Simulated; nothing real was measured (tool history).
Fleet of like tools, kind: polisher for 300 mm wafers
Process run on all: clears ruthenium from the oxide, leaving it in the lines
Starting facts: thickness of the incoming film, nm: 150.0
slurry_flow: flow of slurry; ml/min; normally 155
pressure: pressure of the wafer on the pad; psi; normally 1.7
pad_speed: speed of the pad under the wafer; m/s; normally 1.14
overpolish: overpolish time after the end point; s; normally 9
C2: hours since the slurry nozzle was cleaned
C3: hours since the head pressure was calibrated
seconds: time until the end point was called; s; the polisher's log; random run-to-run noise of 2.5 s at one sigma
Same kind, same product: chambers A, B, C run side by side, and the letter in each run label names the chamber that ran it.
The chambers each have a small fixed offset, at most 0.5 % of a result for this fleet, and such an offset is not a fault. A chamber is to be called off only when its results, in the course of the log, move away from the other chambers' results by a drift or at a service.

{"run": "1A", "hour": 4.8, "slurry_flow": 155, "pressure": 1.7, "pad_speed": 1.14, "overpolish": 9, "wafers polished on this pad": 424, "C2": 707.3, "C3": 960.0, "seconds": 120.01}
{"run": "2C", "hour": 10.8, "slurry_flow": 155, "pressure": 1.7, "pad_speed": 1.14, "overpolish": 9, "wafers polished on this pad": 1068, "C2": 90.5, "C3": 1174.8, "seconds": 124.51}
{"hour": 17.6, "done": "chamber C: head pressure recalibrated"}
{"run": "3B", "hour": 18.3, "slurry_flow": 155, "pressure": 1.7, "pad_speed": 1.14, "overpolish": 9, "wafers polished on this pad": 908, "C2": 124.1, "C3": 108.7, "seconds": 126.87}
{"run": "4A", "hour": 27.4, "slurry_flow": 155, "pressure": 1.7, "pad_speed": 1.14, "overpolish": 9, "wafers polished on this pad": 599, "C2": 729.9, "C3": 982.6, "seconds": 129.16}
{"run": "5C", "hour": 33.7, "slurry_flow": 155, "pressure": 2.1, "pad_speed": 1.14, "overpolish": 9, "wafers polished on this pad": 1246, "C2": 113.4, "C3": 16.1, "seconds": 100.37}
{"run": "6B", "hour": 39.8, "slurry_flow": 155, "pressure": 2.1, "pad_speed": 1.14, "overpolish": 9, "wafers polished on this pad": 1075, "C2": 145.6, "C3": 130.2, "seconds": 98.345}
{"run": "7C", "hour": 48.7, "slurry_flow": 155, "pressure": 2.1, "pad_speed": 1.14, "overpolish": 9, "wafers polished on this pad": 1362, "C2": 128.4, "C3": 31.1, "seconds": 103.27}
{"run": "8A", "hour": 54.9, "slurry_flow": 155, "pressure": 1.7, "pad_speed": 1.14, "overpolish": 9, "wafers polished on this pad": 812, "C2": 757.4, "C3": 1010.1, "seconds": 121.2}
{"hour": 63.0, "done": "chamber C: worn pad replaced by a new one"}
{"run": "9B", "hour": 64.6, "slurry_flow": 155, "pressure": 1.5, "pad_speed": 1.52, "overpolish": 9, "wafers polished on this pad": 1267, "C2": 170.4, "C3": 155.0, "seconds": 103.58}
{"run": "10A", "hour": 70.2, "slurry_flow": 155, "pressure": 1.5, "pad_speed": 1.52, "overpolish": 9, "wafers polished on this pad": 930, "C2": 772.7, "C3": 1025.4, "seconds": 107.54}
{"hour": 77.8, "done": "chamber B: worn pad replaced by a new one"}
{"run": "11B", "hour": 80.4, "slurry_flow": 155, "pressure": 1.5, "pad_speed": 1.52, "overpolish": 9, "wafers polished on this pad": 20, "C2": 186.2, "C3": 170.8, "seconds": 105.5}
{"run": "12C", "hour": 87.8, "slurry_flow": 155, "pressure": 1.7, "pad_speed": 1.14, "overpolish": 9, "wafers polished on this pad": 192, "C2": 167.5, "C3": 70.2, "seconds": 127.0}
{"run": "13B", "hour": 96.8, "slurry_flow": 155, "pressure": 1.7, "pad_speed": 1.14, "overpolish": 9, "wafers polished on this pad": 147, "C2": 202.6, "C3": 187.2, "seconds": 127.31}
{"run": "14C", "hour": 103.4, "slurry_flow": 155, "pressure": 1.7, "pad_speed": 1.14, "overpolish": 9, "wafers polished on this pad": 313, "C2": 183.1, "C3": 85.8, "seconds": 124.11}
{"run": "15A", "hour": 109.1, "slurry_flow": 155, "pressure": 1.7, "pad_speed": 1.14, "overpolish": 9, "wafers polished on this pad": 1232, "C2": 811.6, "C3": 1064.3, "seconds": 125.92}
{"run": "16C", "hour": 119.3, "slurry_flow": 155, "pressure": 1.7, "pad_speed": 1.14, "overpolish": 9, "wafers polished on this pad": 436, "C2": 199.0, "C3": 101.7, "seconds": 127.88}
{"run": "17A", "hour": 124.8, "slurry_flow": 155, "pressure": 1.7, "pad_speed": 1.14, "overpolish": 9, "wafers polished on this pad": 1353, "C2": 827.3, "C3": 1080.0, "seconds": 124.53}
{"run": "18B", "hour": 129.8, "slurry_flow": 170, "pressure": 1.7, "pad_speed": 1.14, "overpolish": 9, "wafers polished on this pad": 403, "C2": 235.6, "C3": 220.2, "seconds": 121.81}
{"run": "19A", "hour": 140.1, "slurry_flow": 170, "pressure": 1.7, "pad_speed": 1.14, "overpolish": 9, "wafers polished on this pad": 1472, "C2": 842.6, "C3": 1095.3, "seconds": 122.18}
{"run": "20C", "hour": 146.9, "slurry_flow": 170, "pressure": 1.7, "pad_speed": 1.14, "overpolish": 9, "wafers polished on this pad": 650, "C2": 226.6, "C3": 129.3, "seconds": 123.01}
{"hour": 149.7, "done": "chamber A: head pressure recalibrated"}
{"hour": 151.3, "done": "chamber A: worn pad replaced by a new one"}
{"run": "21B", "hour": 152.6, "slurry_flow": 155, "pressure": 1.7, "pad_speed": 1.14, "overpolish": 9, "wafers polished on this pad": 580, "C2": 258.4, "C3": 243.0, "seconds": 126.01}
{"run": "22B", "hour": 160.9, "slurry_flow": 155, "pressure": 1.7, "pad_speed": 1.14, "overpolish": 9, "wafers polished on this pad": 644, "C2": 266.7, "C3": 251.3, "seconds": 124.46}
{"run": "23A", "hour": 165.7, "slurry_flow": 155, "pressure": 1.7, "pad_speed": 1.14, "overpolish": 9, "wafers polished on this pad": 111, "C2": 868.2, "C3": 16.1, "seconds": 128.93}
{"run": "24C", "hour": 172.7, "slurry_flow": 155, "pressure": 1.7, "pad_speed": 1.14, "overpolish": 9, "wafers polished on this pad": 850, "C2": 252.4, "C3": 155.1, "seconds": 122.86}
{"run": "25B", "hour": 181.5, "slurry_flow": 155, "pressure": 1.7, "pad_speed": 1.14, "overpolish": 9, "wafers polished on this pad": 803, "C2": 287.3, "C3": 271.9, "seconds": 121.33}
{"hour": 184.4, "done": "chamber B: slurry nozzle cleaned"}
{"run": "26A", "hour": 187.3, "slurry_flow": 155, "pressure": 1.7, "pad_speed": 1.14, "overpolish": 9, "wafers polished on this pad": 279, "C2": 889.8, "C3": 37.7, "seconds": 121.97}
{"hour": 192.3, "done": "chamber A: slurry nozzle cleaned"}
{"run": "27C", "hour": 195.5, "slurry_flow": 155, "pressure": 1.7, "pad_speed": 1.14, "overpolish": 9, "wafers polished on this pad": 1026, "C2": 275.2, "C3": 177.9, "seconds": 122.2}
{"run": "28B", "hour": 201.3, "slurry_flow": 155, "pressure": 1.7, "pad_speed": 1.14, "overpolish": 9, "wafers polished on this pad": 957, "C2": 16.9, "C3": 291.7, "seconds": 124.01}
{"run": "29C", "hour": 206.0, "slurry_flow": 155, "pressure": 2.2, "pad_speed": 1.0, "overpolish": 9, "wafers polished on this pad": 1108, "C2": 285.7, "C3": 188.4, "seconds": 112.07}
{"run": "30A", "hour": 211.9, "slurry_flow": 155, "pressure": 2.2, "pad_speed": 1.0, "overpolish": 9, "wafers polished on this pad": 469, "C2": 19.7, "C3": 62.3, "seconds": 106.81}
{"run": "31B", "hour": 220.1, "slurry_flow": 155, "pressure": 2.2, "pad_speed": 1.0, "overpolish": 9, "wafers polished on this pad": 1102, "C2": 35.7, "C3": 310.5, "seconds": 108.0}
{"run": "32C", "hour": 229.6, "slurry_flow": 155, "pressure": 1.7, "pad_speed": 1.14, "overpolish": 9, "wafers polished on this pad": 1290, "C2": 309.3, "C3": 212.0, "seconds": 125.79}
{"run": "33A", "hour": 238.0, "slurry_flow": 155, "pressure": 1.7, "pad_speed": 1.14, "overpolish": 9, "wafers polished on this pad": 671, "C2": 45.8, "C3": 88.4, "seconds": 122.93}
{"run": "34C", "hour": 245.2, "slurry_flow": 155, "pressure": 1.7, "pad_speed": 1.14, "overpolish": 9, "wafers polished on this pad": 1411, "C2": 324.9, "C3": 227.6, "seconds": 125.29}
{"hour": 250.4, "done": "chamber C: worn pad replaced by a new one"}
{"run": "35A", "hour": 253.6, "slurry_flow": 155, "pressure": 1.7, "pad_speed": 1.14, "overpolish": 9, "wafers polished on this pad": 792, "C2": 61.4, "C3": 104.0, "seconds": 126.42}
{"hour": 254.6, "done": "chamber B: worn pad replaced by a new one"}
{"run": "36B", "hour": 263.4, "slurry_flow": 155, "pressure": 1.7, "pad_speed": 1.14, "overpolish": 9, "wafers polished on this pad": 68, "C2": 79.0, "C3": 353.8, "seconds": 129.31}
{"run": "37A", "hour": 271.5, "slurry_flow": 155, "pressure": 1.7, "pad_speed": 1.14, "overpolish": 9, "wafers polished on this pad": 931, "C2": 79.3, "C3": 121.9, "seconds": 121.46}
{"run": "38C", "hour": 280.9, "slurry_flow": 155, "pressure": 1.7, "pad_speed": 1.14, "overpolish": 9, "wafers polished on this pad": 236, "C2": 360.6, "C3": 263.3, "seconds": 124.2}
{"run": "39B", "hour": 287.2, "slurry_flow": 155, "pressure": 1.7, "pad_speed": 1.14, "overpolish": 9, "wafers polished on this pad": 252, "C2": 102.8, "C3": 377.6, "seconds": 126.17}
{"run": "40A", "hour": 295.7, "slurry_flow": 155, "pressure": 1.7, "pad_speed": 1.14, "overpolish": 9, "wafers polished on this pad": 1118, "C2": 103.5, "C3": 146.1, "seconds": 123.84}
{"run": "41C", "hour": 304.9, "slurry_flow": 155, "pressure": 1.7, "pad_speed": 1.14, "overpolish": 9, "wafers polished on this pad": 422, "C2": 384.6, "C3": 287.3, "seconds": 126.09}
{"run": "42B", "hour": 313.6, "slurry_flow": 155, "pressure": 1.7, "pad_speed": 1.02, "overpolish": 9, "wafers polished on this pad": 457, "C2": 129.2, "C3": 404.0, "seconds": 139.98}
{"run": "43C", "hour": 320.3, "slurry_flow": 155, "pressure": 1.7, "pad_speed": 1.02, "overpolish": 9, "wafers polished on this pad": 541, "C2": 400.0, "C3": 302.7, "seconds": 135.91}
{"run": "44A", "hour": 326.7, "slurry_flow": 155, "pressure": 1.7, "pad_speed": 1.02, "overpolish": 9, "wafers polished on this pad": 1358, "C2": 134.5, "C3": 177.1, "seconds": 139.79}

Which is it: a chamber that has drifted or been left off by a service, a gauge drift common to all chambers, or only each chamber's usual small offset? If a chamber is off, name it and its likeliest cause.

Beyond each chamber's small constant offset nothing stands out, and the gauge stays steady.

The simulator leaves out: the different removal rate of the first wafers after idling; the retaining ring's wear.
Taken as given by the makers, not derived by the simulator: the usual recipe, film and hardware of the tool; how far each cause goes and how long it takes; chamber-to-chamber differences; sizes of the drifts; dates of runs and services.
